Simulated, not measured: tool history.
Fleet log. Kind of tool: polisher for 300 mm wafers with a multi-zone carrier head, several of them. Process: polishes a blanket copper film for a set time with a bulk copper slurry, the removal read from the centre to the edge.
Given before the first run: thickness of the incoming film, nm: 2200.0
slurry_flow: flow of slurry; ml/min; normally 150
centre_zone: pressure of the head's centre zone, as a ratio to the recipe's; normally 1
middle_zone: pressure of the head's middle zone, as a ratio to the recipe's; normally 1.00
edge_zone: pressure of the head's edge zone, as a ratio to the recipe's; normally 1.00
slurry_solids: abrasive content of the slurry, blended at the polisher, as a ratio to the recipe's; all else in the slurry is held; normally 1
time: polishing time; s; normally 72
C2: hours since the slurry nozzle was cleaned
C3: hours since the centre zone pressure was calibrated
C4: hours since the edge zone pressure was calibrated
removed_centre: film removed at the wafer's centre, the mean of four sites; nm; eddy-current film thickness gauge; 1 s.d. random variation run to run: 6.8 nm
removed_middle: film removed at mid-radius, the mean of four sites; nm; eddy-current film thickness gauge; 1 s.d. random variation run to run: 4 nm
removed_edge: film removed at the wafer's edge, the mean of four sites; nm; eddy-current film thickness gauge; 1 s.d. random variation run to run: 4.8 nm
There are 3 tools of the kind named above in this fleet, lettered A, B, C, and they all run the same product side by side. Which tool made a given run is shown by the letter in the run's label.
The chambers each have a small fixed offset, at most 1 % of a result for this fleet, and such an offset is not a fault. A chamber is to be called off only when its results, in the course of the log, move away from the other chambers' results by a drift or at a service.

{"hour": 3.8, "done": "chamber A: slurry nozzle cleaned"}
{"run": "1C", "hour": 11.6, "slurry_flow": 150, "centre_zone": 1, "middle_zone": 1.0, "edge_zone": 1.0, "slurry_solids": 1, "time": 72, "wafers polished on this pad": 1024, "C2": 343.1, "C3": 218.4, "C4": 103.5, "removed_centre": 576.87, "removed_middle": 577.72, "removed_edge": 580.66}
{"run": "2A", "hour": 24.2, "slurry_flow": 150, "centre_zone": 1, "middle_zone": 1.0, "edge_zone": 1.0, "slurry_solids": 1, "time": 72, "wafers polished on this pad": 836, "C2": 20.4, "C3": 284.7, "C4": 254.4, "removed_centre": 577.5, "removed_middle": 580.66, "removed_edge": 579.66}
{"run": "3B", "hour": 36.5, "slurry_flow": 150, "centre_zone": 1, "middle_zone": 1.0, "edge_zone": 1.0, "slurry_solids": 1, "time": 72, "wafers polished on this pad": 670, "C2": 115.6, "C3": 521.7, "C4": 86.9, "removed_centre": 579.48, "removed_middle": 579.07, "removed_edge": 581.37}
{"run": "4A", "hour": 44.4, "slurry_flow": 150, "centre_zone": 1, "middle_zone": 1.0, "edge_zone": 1.0, "slurry_solids": 1, "time": 72, "wafers polished on this pad": 1042, "C2": 40.6, "C3": 304.9, "C4": 274.6, "removed_centre": 585.08, "removed_middle": 583.26, "removed_edge": 584.8}
{"run": "5B", "hour": 56.5, "slurry_flow": 150, "centre_zone": 1, "middle_zone": 1.0, "edge_zone": 1.0, "slurry_solids": 1, "time": 72, "wafers polished on this pad": 873, "C2": 135.6, "C3": 541.7, "C4": 106.9, "removed_centre": 580.53, "removed_middle": 586.19, "removed_edge": 577.39}
{"run": "6C", "hour": 63.4, "slurry_flow": 150, "centre_zone": 1, "middle_zone": 1.0, "edge_zone": 1.0, "slurry_solids": 1, "time": 72, "wafers polished on this pad": 1552, "C2": 394.9, "C3": 270.2, "C4": 155.3, "removed_centre": 590.27, "removed_middle": 579.61, "removed_edge": 570.34}
{"hour": 67.9, "done": "chamber A: worn pad replaced by a new one"}
{"run": "7C", "hour": 70.3, "slurry_flow": 150, "centre_zone": 1, "middle_zone": 1.0, "edge_zone": 1.0, "slurry_solids": 1, "time": 72, "wafers polished on this pad": 1622, "C2": 401.8, "C3": 277.1, "C4": 162.2, "removed_centre": 580.61, "removed_middle": 575.52, "removed_edge": 582.85}
{"hour": 79.6, "done": "chamber B: worn pad replaced by a new one"}
{"run": "8B", "hour": 79.8, "slurry_flow": 150, "centre_zone": 1, "middle_zone": 1.0, "edge_zone": 1.0, "slurry_solids": 1, "time": 72, "wafers polished on this pad": 2, "C2": 158.9, "C3": 565.0, "C4": 130.2, "removed_centre": 584.2, "removed_middle": 577.12, "removed_edge": 576.89}
{"run": "9A", "hour": 89.3, "slurry_flow": 150, "centre_zone": 1, "middle_zone": 1.0, "edge_zone": 1.0, "slurry_solids": 1, "time": 72, "wafers polished on this pad": 218, "C2": 85.5, "C3": 349.8, "C4": 319.5, "removed_centre": 582.33, "removed_middle": 589.08, "removed_edge": 576.32}
{"hour": 95.9, "done": "chamber C: slurry nozzle cleaned"}
{"run": "10B", "hour": 100.9, "slurry_flow": 150, "centre_zone": 1, "middle_zone": 1.0, "edge_zone": 1.0, "slurry_solids": 1, "time": 72, "wafers polished on this pad": 217, "C2": 180.0, "C3": 586.1, "C4": 151.3, "removed_centre": 588.27, "removed_middle": 577.28, "removed_edge": 578.97}
{"run": "11A", "hour": 108.8, "slurry_flow": 190, "centre_zone": 1, "middle_zone": 0.95, "edge_zone": 1.0, "slurry_solids": 1, "time": 72, "wafers polished on this pad": 416, "C2": 105.0, "C3": 369.3, "C4": 339.0, "removed_centre": 598.04, "removed_middle": 583.65, "removed_edge": 601.44}
{"run": "12C", "hour": 116.0, "slurry_flow": 190, "centre_zone": 1, "middle_zone": 0.95, "edge_zone": 1.0, "slurry_solids": 1, "time": 72, "wafers polished on this pad": 2088, "C2": 20.2, "C3": 322.8, "C4": 207.9, "removed_centre": 607.99, "removed_middle": 577.04, "removed_edge": 603.14}
{"hour": 121.4, "done": "chamber B: centre zone pressure recalibrated"}
{"run": "13C", "hour": 128.7, "slurry_flow": 190, "centre_zone": 1, "middle_zone": 0.95, "edge_zone": 1.0, "slurry_solids": 1, "time": 72, "wafers polished on this pad": 2217, "C2": 32.9, "C3": 335.5, "C4": 220.6, "removed_centre": 590.08, "removed_middle": 564.26, "removed_edge": 591.04}
{"hour": 134.7, "done": "chamber B: slurry nozzle cleaned"}
{"run": "14A", "hour": 135.2, "slurry_flow": 150, "centre_zone": 1, "middle_zone": 1.0, "edge_zone": 1.0, "slurry_solids": 1, "time": 72, "wafers polished on this pad": 686, "C2": 131.4, "C3": 395.7, "C4": 365.4, "removed_centre": 585.34, "removed_middle": 582.24, "removed_edge": 588.47}
{"run": "15B", "hour": 147.4, "slurry_flow": 150, "centre_zone": 1, "middle_zone": 1.0, "edge_zone": 1.0, "slurry_solids": 1, "time": 72, "wafers polished on this pad": 691, "C2": 12.7, "C3": 26.1, "C4": 197.8, "removed_centre": 590.34, "removed_middle": 581.75, "removed_edge": 575.16}
{"run": "16B", "hour": 158.8, "slurry_flow": 150, "centre_zone": 1, "middle_zone": 1.0, "edge_zone": 1.0, "slurry_solids": 1, "time": 72, "wafers polished on this pad": 807, "C2": 24.1, "C3": 37.5, "C4": 209.2, "removed_centre": 584.77, "removed_middle": 578.28, "removed_edge": 585.5}
{"run": "17A", "hour": 167.3, "slurry_flow": 150, "centre_zone": 1, "middle_zone": 1.0, "edge_zone": 1.0, "slurry_solids": 1, "time": 72, "wafers polished on this pad": 1013, "C2": 163.5, "C3": 427.8, "C4": 397.5, "removed_centre": 577.86, "removed_middle": 576.6, "removed_edge": 583.77}
{"hour": 175.2, "done": "chamber A: worn pad replaced by a new one"}
{"run": "18C", "hour": 176.8, "slurry_flow": 150, "centre_zone": 1, "middle_zone": 1.0, "edge_zone": 1.0, "slurry_solids": 1, "time": 72, "wafers polished on this pad": 2707, "C2": 81.0, "C3": 383.6, "C4": 268.7, "removed_centre": 567.18, "removed_middle": 562.34, "removed_edge": 570.67}
{"run": "19A", "hour": 188.8, "slurry_flow": 150, "centre_zone": 1, "middle_zone": 1.0, "edge_zone": 1.0, "slurry_solids": 1, "time": 72, "wafers polished on this pad": 139, "C2": 185.0, "C3": 449.3, "C4": 419.0, "removed_centre": 575.13, "removed_middle": 586.21, "removed_edge": 579.44}
{"hour": 191.7, "done": "chamber B: worn pad replaced by a new one"}
{"run": "20C", "hour": 197.9, "slurry_flow": 150, "centre_zone": 1, "middle_zone": 1.0, "edge_zone": 1.0, "slurry_solids": 1, "time": 72, "wafers polished on this pad": 2923, "C2": 102.1, "C3": 404.7, "C4": 289.8, "removed_centre": 554.88, "removed_middle": 547.79, "removed_edge": 555.83}
{"run": "21B", "hour": 209.9, "slurry_flow": 150, "centre_zone": 1, "middle_zone": 1.0, "edge_zone": 1.0, "slurry_solids": 1, "time": 72, "wafers polished on this pad": 185, "C2": 75.2, "C3": 88.6, "C4": 260.3, "removed_centre": 585.02, "removed_middle": 582.21, "removed_edge": 576.12}
{"run": "22A", "hour": 223.8, "slurry_flow": 150, "centre_zone": 1, "middle_zone": 1.0, "edge_zone": 1.0, "slurry_solids": 1, "time": 72, "wafers polished on this pad": 496, "C2": 220.0, "C3": 484.3, "C4": 454.0, "removed_centre": 580.58, "removed_middle": 577.27, "removed_edge": 579.12}
{"run": "23C", "hour": 237.1, "slurry_flow": 150, "centre_zone": 1, "middle_zone": 1.0, "edge_zone": 1.0, "slurry_solids": 1, "time": 72, "wafers polished on this pad": 3322, "C2": 141.3, "C3": 443.9, "C4": 329.0, "removed_centre": 543.46, "removed_middle": 547.09, "removed_edge": 561.82}
{"run": "24B", "hour": 243.6, "slurry_flow": 150, "centre_zone": 1, "middle_zone": 1.0, "edge_zone": 1.0, "slurry_solids": 1, "time": 72, "wafers polished on this pad": 529, "C2": 108.9, "C3": 122.3, "C4": 294.0, "removed_centre": 583.14, "removed_middle": 581.22, "removed_edge": 586.07}
{"run": "25A", "hour": 252.7, "slurry_flow": 150, "centre_zone": 1, "middle_zone": 1.0, "edge_zone": 1.0, "slurry_solids": 1, "time": 72, "wafers polished on this pad": 790, "C2": 248.9, "C3": 513.2, "C4": 482.9, "removed_centre": 570.2, "removed_middle": 580.42, "removed_edge": 587.42}
{"hour": 254.0, "done": "chamber A: centre zone pressure recalibrated"}
{"run": "26C", "hour": 265.1, "slurry_flow": 150, "centre_zone": 1, "middle_zone": 1.0, "edge_zone": 1.0, "slurry_solids": 1, "time": 72, "wafers polished on this pad": 3608, "C2": 169.3, "C3": 471.9, "C4": 357.0, "removed_centre": 538.47, "removed_middle": 538.25, "removed_edge": 545.72}
{"run": "27B", "hour": 279.5, "slurry_flow": 150, "centre_zone": 1, "middle_zone": 1.0, "edge_zone": 1.0, "slurry_solids": 1, "time": 72, "wafers polished on this pad": 895, "C2": 144.8, "C3": 158.2, "C4": 329.9, "removed_centre": 587.39, "removed_middle": 583.34, "removed_edge": 586.75}
{"run": "28C", "hour": 285.8, "slurry_flow": 150, "centre_zone": 1, "middle_zone": 1.0, "edge_zone": 1.0, "slurry_solids": 1, "time": 72, "wafers polished on this pad": 3819, "C2": 190.0, "C3": 492.6, "C4": 377.7, "removed_centre": 531.92, "removed_middle": 537.15, "removed_edge": 538.5}
{"hour": 292.3, "done": "chamber A: worn pad replaced by a new one"}
{"hour": 295.9, "done": "chamber B: worn pad replaced by a new one"}
{"run": "29A", "hour": 296.5, "slurry_flow": 150, "centre_zone": 1, "middle_zone": 1.0, "edge_zone": 1.0, "slurry_solids": 1, "time": 72, "wafers polished on this pad": 43, "C2": 292.7, "C3": 42.6, "C4": 526.7, "removed_centre": 577.52, "removed_middle": 582.73, "removed_edge": 581.69}
{"run": "30B", "hour": 305.0, "slurry_flow": 165, "centre_zone": 1, "middle_zone": 1.0, "edge_zone": 1.0, "slurry_solids": 1, "time": 51, "wafers polished on this pad": 93, "C2": 170.3, "C3": 183.7, "C4": 355.4, "removed_centre": 423.55, "removed_middle": 417.67, "removed_edge": 417.71}
{"run": "31B", "hour": 312.2, "slurry_flow": 165, "centre_zone": 1, "middle_zone": 1.0, "edge_zone": 1.0, "slurry_solids": 1, "time": 51, "wafers polished on this pad": 167, "C2": 177.5, "C3": 190.9, "C4": 362.6, "removed_centre": 428.7, "removed_middle": 419.72, "removed_edge": 414.64}
{"run": "32A", "hour": 318.6, "slurry_flow": 165, "centre_zone": 1, "middle_zone": 1.0, "edge_zone": 1.0, "slurry_solids": 1, "time": 51, "wafers polished on this pad": 268, "C2": 314.8, "C3": 64.7, "C4": 548.8, "removed_centre": 408.9, "removed_middle": 416.46, "removed_edge": 418.78}
{"hour": 324.3, "done": "chamber B: edge zone pressure recalibrated"}
{"run": "33C", "hour": 329.4, "slurry_flow": 150, "centre_zone": 1, "middle_zone": 1.0, "edge_zone": 1.0, "slurry_solids": 1, "time": 72, "wafers polished on this pad": 4263, "C2": 233.6, "C3": 536.2, "C4": 421.3, "removed_centre": 519.79, "removed_middle": 523.89, "removed_edge": 523.43}
{"run": "34C", "hour": 338.1, "slurry_flow": 150, "centre_zone": 1, "middle_zone": 1.0, "edge_zone": 1.0, "slurry_solids": 1, "time": 72, "wafers polished on this pad": 4352, "C2": 242.3, "C3": 544.9, "C4": 430.0, "removed_centre": 521.31, "removed_middle": 522.88, "removed_edge": 527.2}
{"run": "35B", "hour": 349.1, "slurry_flow": 150, "centre_zone": 1, "middle_zone": 1.0, "edge_zone": 1.0, "slurry_solids": 1, "time": 72, "wafers polished on this pad": 543, "C2": 214.4, "C3": 227.8, "C4": 24.9, "removed_centre": 585.6, "removed_middle": 584.07, "removed_edge": 576.53}
{"run": "36A", "hour": 357.6, "slurry_flow": 150, "centre_zone": 1, "middle_zone": 1.0, "edge_zone": 1.0, "slurry_solids": 1, "time": 72, "wafers polished on this pad": 665, "C2": 353.8, "C3": 103.7, "C4": 587.8, "removed_centre": 568.33, "removed_middle": 580.03, "removed_edge": 579.81}
{"hour": 360.8, "done": "chamber B: slurry nozzle cleaned"}
{"run": "37B", "hour": 371.4, "slurry_flow": 150, "centre_zone": 1, "middle_zone": 1.08, "edge_zone": 1.04, "slurry_solids": 1, "time": 72, "wafers polished on this pad": 770, "C2": 10.6, "C3": 250.1, "C4": 47.2, "removed_centre": 582.66, "removed_middle": 622.34, "removed_edge": 590.27}
{"run": "38C", "hour": 386.0, "slurry_flow": 150, "centre_zone": 1, "middle_zone": 1.08, "edge_zone": 1.04, "slurry_solids": 1, "time": 72, "wafers polished on this pad": 4840, "C2": 290.2, "C3": 592.8, "C4": 477.9, "removed_centre": 506.9, "removed_middle": 556.71, "removed_edge": 528.35}
{"hour": 390.4, "done": "chamber A: slurry nozzle cleaned"}
{"hour": 397.0, "done": "chamber B: worn pad replaced by a new one"}
{"run": "39A", "hour": 397.6, "slurry_flow": 150, "centre_zone": 1, "middle_zone": 1.08, "edge_zone": 1.04, "slurry_solids": 1, "time": 72, "wafers polished on this pad": 1073, "C2": 7.3, "C3": 143.7, "C4": 627.8, "removed_centre": 592.25, "removed_middle": 627.69, "removed_edge": 598.7}
{"run": "40B", "hour": 407.0, "slurry_flow": 150, "centre_zone": 1, "middle_zone": 1.0, "edge_zone": 1.0, "slurry_solids": 1, "time": 72, "wafers polished on this pad": 102, "C2": 46.2, "C3": 285.7, "C4": 82.8, "removed_centre": 593.22, "removed_middle": 580.8, "removed_edge": 586.36}

Is one chamber off against the others, does the gauge drift, or is nothing wrong? If a chamber is off, say which, and what the likeliest cause is.

One chamber, C, drifts off from the rest bit by bit.
Most likely cause: removal rate lost through wear of the pad, % = 12.4.
The log may not tell that from: slurry flow missing at the pad, %.

Here are 4 candidates for chamber C's next run, each the usual settings with a change, their results left as question marks. Which one brings its results back in line with what the others give on the usual settings?
Allowed miss from the other chambers' usual-settings mean, per result, to count as in line: removed_centre 24.00 nm; removed_middle 14.00 nm; removed_edge 17.00 nm
{"run": "41C-1", "hour": 417.6, "slurry_flow": 145, "centre_zone": 0.99, "middle_zone": 1.0, "edge_zone": 1.0, "slurry_solids": 1.0, "time": 63, "removed_centre": "?", "removed_middle": "?", "removed_edge": "?"}
{"run": "41C-2", "hour": 417.6, "slurry_flow": 145, "centre_zone": 0.99, "middle_zone": 1.0, "edge_zone": 0.99, "slurry_solids": 0.95, "time": 56, "removed_centre": "?", "removed_middle": "?", "removed_edge": "?"}
{"run": "41C-3", "hour": 417.6, "slurry_flow": 155, "centre_zone": 1.01, "middle_zone": 1.0, "edge_zone": 1.01, "slurry_solids": 1.05, "time": 93, "removed_centre": "?", "removed_middle": "?", "removed_edge": "?"}
{"run": "41C-4", "hour": 417.6, "slurry_flow": 155, "centre_zone": 1.0, "middle_zone": 1.0, "edge_zone": 1.0, "slurry_solids": 1.0, "time": 82, "removed_centre": "?", "removed_middle": "?", "removed_edge": "?"}

Average result of the remaining chambers running the usual settings: removed_centre 583.40 nm; removed_middle 581.70 nm; removed_edge 581.76 nm
run=41C-1 removed_centre=432.77 removed_middle=441.21 removed_edge=442.67
run=41C-2 removed_centre=380.47 removed_middle=387.89 removed_edge=387.09
run=41C-3 removed_centre=669.09 removed_middle=666.38 removed_edge=669.86
run=41C-4 removed_centre=577.52 removed_middle=581.43 removed_edge=581.33
It is 41C-4 that realigns the chamber with its peers.
